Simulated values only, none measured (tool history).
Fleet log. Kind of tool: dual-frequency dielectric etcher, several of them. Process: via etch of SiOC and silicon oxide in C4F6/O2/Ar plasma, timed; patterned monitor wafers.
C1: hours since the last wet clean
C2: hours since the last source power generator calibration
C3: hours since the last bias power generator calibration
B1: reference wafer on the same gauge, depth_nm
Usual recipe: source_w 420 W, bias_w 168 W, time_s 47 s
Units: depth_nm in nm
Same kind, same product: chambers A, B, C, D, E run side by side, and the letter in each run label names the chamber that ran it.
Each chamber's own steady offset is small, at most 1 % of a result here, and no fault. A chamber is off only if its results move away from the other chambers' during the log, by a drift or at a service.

{"run": "1E", "day": 0.283, "source_w": 420, "bias_w": 168, "time_s": 47, "C1": 22.9, "C2": 1619.8, "C3": 603.9, "B1": 56.9, "depth_nm": 52.903}
{"run": "2C", "day": 0.558, "source_w": 420, "bias_w": 168, "time_s": 47, "C1": 517.3, "C2": 591.3, "C3": 3642.7, "B1": 56.891, "depth_nm": 53.44}
{"run": "3A", "day": 0.879, "source_w": 420, "bias_w": 168, "time_s": 47, "C1": 112.7, "C2": 1267.4, "C3": 1034.6, "B1": 56.861, "depth_nm": 52.724}
{"run": "4B", "day": 1.25, "source_w": 420, "bias_w": 168, "time_s": 47, "C1": 328.9, "C2": 317.5, "C3": 202.6, "B1": 56.881, "depth_nm": 53.036}
{"run": "5D", "day": 1.55, "source_w": 420, "bias_w": 168, "time_s": 47, "C1": 368.7, "C2": 1372.5, "C3": 1663.5, "B1": 56.841, "depth_nm": 52.751}
{"run": "6E", "day": 1.838, "source_w": 420, "bias_w": 168, "time_s": 47, "C1": 60.2, "C2": 1657.1, "C3": 641.2, "B1": 56.873, "depth_nm": 52.834}
{"day": 2.038, "done": "chamber D: wet clean of the chamber"}
{"run": "7B", "day": 2.058, "source_w": 360, "bias_w": 168, "time_s": 47, "C1": 348.3, "C2": 336.9, "C3": 222, "B1": 56.852, "depth_nm": 49.976}
{"run": "8D", "day": 2.417, "source_w": 360, "bias_w": 168, "time_s": 47, "C1": 9.2, "C2": 1393.3, "C3": 1684.3, "B1": 56.858, "depth_nm": 49.599}
{"run": "9A", "day": 2.692, "source_w": 360, "bias_w": 168, "time_s": 47, "C1": 156.2, "C2": 1310.9, "C3": 1078.1, "B1": 56.833, "depth_nm": 49.88}
{"day": 2.788, "done": "chamber B: wet clean of the chamber"}
{"day": 2.85, "done": "chamber C: wet clean of the chamber"}
{"run": "10C", "day": 3.092, "source_w": 360, "bias_w": 168, "time_s": 47, "C1": 5.8, "C2": 652.1, "C3": 3703.5, "B1": 56.822, "depth_nm": 50.131}
{"run": "11A", "day": 3.421, "source_w": 360, "bias_w": 168, "time_s": 47, "C1": 173.7, "C2": 1328.4, "C3": 1095.6, "B1": 56.807, "depth_nm": 49.615}
{"run": "12E", "day": 3.725, "source_w": 420, "bias_w": 168, "time_s": 47, "C1": 105.5, "C2": 1702.4, "C3": 686.5, "B1": 56.818, "depth_nm": 52.9}
{"run": "13C", "day": 4.108, "source_w": 420, "bias_w": 168, "time_s": 60, "C1": 30.2, "C2": 676.5, "C3": 3727.9, "B1": 56.797, "depth_nm": 68.099}
{"run": "14B", "day": 4.379, "source_w": 420, "bias_w": 168, "time_s": 60, "C1": 38.2, "C2": 392.6, "C3": 277.7, "B1": 56.805, "depth_nm": 67.718}
{"run": "15D", "day": 4.733, "source_w": 420, "bias_w": 168, "time_s": 60, "C1": 64.8, "C2": 1448.9, "C3": 1739.9, "B1": 56.784, "depth_nm": 67.147}
{"run": "16D", "day": 4.938, "source_w": 420, "bias_w": 168, "time_s": 60, "C1": 69.7, "C2": 1453.8, "C3": 1744.8, "B1": 56.774, "depth_nm": 67.105}
{"run": "17E", "day": 5.329, "source_w": 420, "bias_w": 168, "time_s": 60, "C1": 144, "C2": 1740.9, "C3": 725, "B1": 56.756, "depth_nm": 67.517}
{"run": "18C", "day": 5.758, "source_w": 420, "bias_w": 168, "time_s": 47, "C1": 69.8, "C2": 716.1, "C3": 3767.5, "B1": 56.781, "depth_nm": 53.274}
{"run": "19A", "day": 6.088, "source_w": 420, "bias_w": 168, "time_s": 47, "C1": 237.7, "C2": 1392.4, "C3": 1159.6, "B1": 56.763, "depth_nm": 52.687}
{"run": "20B", "day": 6.446, "source_w": 420, "bias_w": 168, "time_s": 47, "C1": 87.8, "C2": 442.2, "C3": 327.3, "B1": 56.717, "depth_nm": 52.914}
{"run": "21D", "day": 6.833, "source_w": 420, "bias_w": 168, "time_s": 47, "C1": 115.2, "C2": 1499.3, "C3": 1790.3, "B1": 56.738, "depth_nm": 52.616}
{"run": "22C", "day": 7.025, "source_w": 420, "bias_w": 168, "time_s": 47, "C1": 100.2, "C2": 746.5, "C3": 3797.9, "B1": 56.751, "depth_nm": 53.037}
{"run": "23A", "day": 7.358, "source_w": 420, "bias_w": 168, "time_s": 47, "C1": 268.2, "C2": 1422.9, "C3": 1190.1, "B1": 56.722, "depth_nm": 52.817}
{"run": "24B", "day": 7.675, "source_w": 420, "bias_w": 168, "time_s": 40.5, "C1": 117.3, "C2": 471.7, "C3": 356.8, "B1": 56.706, "depth_nm": 45.697}
{"run": "25E", "day": 7.942, "source_w": 420, "bias_w": 168, "time_s": 40.5, "C1": 206.7, "C2": 1803.6, "C3": 787.7, "B1": 56.703, "depth_nm": 45.392}
{"run": "26A", "day": 8.275, "source_w": 420, "bias_w": 168, "time_s": 40.5, "C1": 290.2, "C2": 1444.9, "C3": 1212.1, "B1": 56.689, "depth_nm": 45.434}
{"run": "27D", "day": 8.608, "source_w": 420, "bias_w": 168, "time_s": 40.5, "C1": 157.8, "C2": 1541.9, "C3": 1832.9, "B1": 56.692, "depth_nm": 45.268}
{"run": "28B", "day": 9.025, "source_w": 420, "bias_w": 168, "time_s": 40.5, "C1": 149.7, "C2": 504.1, "C3": 389.2, "B1": 56.671, "depth_nm": 45.678}
{"run": "29C", "day": 9.292, "source_w": 460, "bias_w": 194, "time_s": 47, "C1": 154.6, "C2": 800.9, "C3": 3852.3, "B1": 56.67, "depth_nm": 57.758}
{"run": "30E", "day": 9.625, "source_w": 460, "bias_w": 194, "time_s": 47, "C1": 247.1, "C2": 1844, "C3": 828.1, "B1": 56.652, "depth_nm": 57.137}
{"run": "31C", "day": 9.842, "source_w": 460, "bias_w": 194, "time_s": 47, "C1": 167.8, "C2": 814.1, "C3": 3865.5, "B1": 56.682, "depth_nm": 57.766}
{"run": "32E", "day": 10.121, "source_w": 460, "bias_w": 194, "time_s": 47, "C1": 259, "C2": 1855.9, "C3": 840, "B1": 56.671, "depth_nm": 57.148}
{"run": "33A", "day": 10.379, "source_w": 460, "bias_w": 194, "time_s": 47, "C1": 340.7, "C2": 1495.4, "C3": 1262.6, "B1": 56.636, "depth_nm": 57.097}
{"run": "34B", "day": 10.729, "source_w": 420, "bias_w": 168, "time_s": 47, "C1": 190.6, "C2": 545, "C3": 430.1, "B1": 56.648, "depth_nm": 52.92}
{"run": "35D", "day": 10.925, "source_w": 420, "bias_w": 168, "time_s": 47, "C1": 213.4, "C2": 1597.5, "C3": 1888.5, "B1": 56.639, "depth_nm": 52.445}
{"run": "36E", "day": 11.125, "source_w": 420, "bias_w": 168, "time_s": 47, "C1": 283.1, "C2": 1880, "C3": 864.1, "B1": 56.614, "depth_nm": 52.621}
{"day": 11.204, "done": "chamber A: wet clean of the chamber"}
{"run": "37D", "day": 11.562, "source_w": 420, "bias_w": 168, "time_s": 47, "C1": 228.7, "C2": 1612.8, "C3": 1903.8, "B1": 56.622, "depth_nm": 52.414}
{"run": "38B", "day": 11.825, "source_w": 420, "bias_w": 187, "time_s": 52, "C1": 216.9, "C2": 571.3, "C3": 456.4, "B1": 56.615, "depth_nm": 60.535}
{"run": "39A", "day": 12.146, "source_w": 420, "bias_w": 187, "time_s": 52, "C1": 22.7, "C2": 1537.8, "C3": 1305, "B1": 56.608, "depth_nm": 60.246}
{"run": "40C", "day": 12.358, "source_w": 420, "bias_w": 187, "time_s": 52, "C1": 228.2, "C2": 874.5, "C3": 3925.9, "B1": 56.615, "depth_nm": 60.846}
{"run": "41E", "day": 12.783, "source_w": 420, "bias_w": 187, "time_s": 52, "C1": 322.9, "C2": 1919.8, "C3": 903.9, "B1": 56.595, "depth_nm": 60.064}
{"run": "42C", "day": 13.221, "source_w": 420, "bias_w": 187, "time_s": 52, "C1": 248.9, "C2": 895.2, "C3": 3946.6, "B1": 56.586, "depth_nm": 60.737}

Each of the 5 chambers runs these same settings next. Fill in every chamber's results:
{"run": "43A", "day": 13.538, "source_w": 420, "bias_w": 168, "time_s": 47, "depth_nm": "?"}
{"run": "43B", "day": 13.538, "source_w": 420, "bias_w": 168, "time_s": 47, "depth_nm": "?"}
{"run": "43C", "day": 13.538, "source_w": 420, "bias_w": 168, "time_s": 47, "depth_nm": "?"}
{"run": "43D", "day": 13.538, "source_w": 420, "bias_w": 168, "time_s": 47, "depth_nm": "?"}
{"run": "43E", "day": 13.538, "source_w": 420, "bias_w": 168, "time_s": 47, "depth_nm": "?"}

run=43A depth_nm=52.605
run=43B depth_nm=52.792
run=43C depth_nm=53.098
run=43D depth_nm=52.574
run=43E depth_nm=52.561
